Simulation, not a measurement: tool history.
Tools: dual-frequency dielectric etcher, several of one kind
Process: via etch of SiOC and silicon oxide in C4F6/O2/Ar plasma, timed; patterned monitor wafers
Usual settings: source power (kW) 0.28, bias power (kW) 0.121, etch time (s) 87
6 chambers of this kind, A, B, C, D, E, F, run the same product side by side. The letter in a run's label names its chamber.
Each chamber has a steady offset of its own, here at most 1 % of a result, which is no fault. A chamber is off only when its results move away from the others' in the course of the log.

run,day,source power (kW),bias power (kW),etch time (s),"read-back reference wafer on the same gauge, depth_nm",mean etch depth across the wafer (Å)
1F,0.429,0.28,0.121,87,85.262,758.02
# day 0.629: chamber A: bias power generator calibrated
2D,0.808,0.28,0.121,87,85.273,751.13
3E,1.075,0.28,0.121,87,85.268,752.8
4C,1.592,0.28,0.121,87,85.234,752.75
# day 1.658: chamber B: wet clean of the chamber
5B,2.079,0.25,0.148,87,85.245,773.11
6A,2.567,0.25,0.148,87,85.202,767.92
7F,2.858,0.25,0.148,87,85.2,770.54
8B,3.092,0.25,0.148,87,85.186,773.9
9C,3.438,0.25,0.148,87,85.139,764.02
10A,3.833,0.25,0.148,87,85.134,769.94
11E,4.175,0.28,0.121,87,85.183,752.05
12D,4.65,0.3,0.104,87,85.125,734.18
13D,5.188,0.3,0.104,87,85.092,733.3
14C,5.479,0.3,0.104,87,85.115,734.38
15A,5.942,0.3,0.104,87,85.063,740.64
# day 5.971: chamber F: wet clean of the chamber
16B,6.2,0.3,0.104,87,85.07,744.85
17F,6.567,0.3,0.104,87,85.054,740.95
18E,7.017,0.28,0.121,87,85.032,752.51
# day 7.058: chamber B: source power generator calibrated
19A,7.338,0.28,0.141,87,85.006,790.07
# day 7.454: chamber C: bias power generator calibrated
20E,7.758,0.28,0.141,87,84.984,788.57
21C,8.175,0.28,0.141,87,85.025,783.6
22F,8.704,0.28,0.141,87,84.985,790.43
23D,9.129,0.28,0.141,87,84.952,782.28
24B,9.521,0.28,0.141,87,84.976,792.47
25E,9.879,0.25,0.121,98.5,84.947,812.72
# day 10: chamber E: wet clean of the chamber
26D,10.408,0.25,0.121,98.5,84.929,807.77
27A,10.788,0.25,0.121,98.5,84.908,815.5
# day 11.171: chamber C: source power generator calibrated
28F,11.183,0.25,0.121,98.5,84.875,816.46
29C,11.483,0.25,0.121,98.5,84.878,808.14
30B,11.875,0.25,0.121,98.5,84.912,818.43
31D,12.179,0.28,0.121,87,84.833,746.36
32F,12.517,0.28,0.148,87,84.904,801.21
33B,12.929,0.28,0.148,87,84.841,806.11
34C,13.171,0.28,0.148,87,84.822,794.73
35E,13.633,0.28,0.148,87,84.825,798.38
36A,14.004,0.28,0.148,87,84.793,799.43
37F,14.292,0.28,0.148,87,84.795,800.58
38D,14.617,0.28,0.121,87,84.8,745.95
39E,14.867,0.28,0.121,87,84.797,749.55
40A,15.212,0.28,0.121,87,84.776,750.3
41B,15.554,0.21,0.121,105,84.772,810.56
42C,15.954,0.21,0.121,105,84.69,805.01

All 6 chambers run these settings next. Forecast each chamber's results:
43A,16.338,0.28,0.121,87,,?
43B,16.338,0.28,0.121,87,,?
43C,16.338,0.28,0.121,87,,?
43D,16.338,0.28,0.121,87,,?
43E,16.338,0.28,0.121,87,,?
43F,16.338,0.28,0.121,87,,?

run,mean etch depth across the wafer (Å)
43A,752.73
43B,752.76
43C,745.31
43D,745.48
43E,747.53
43F,753.71
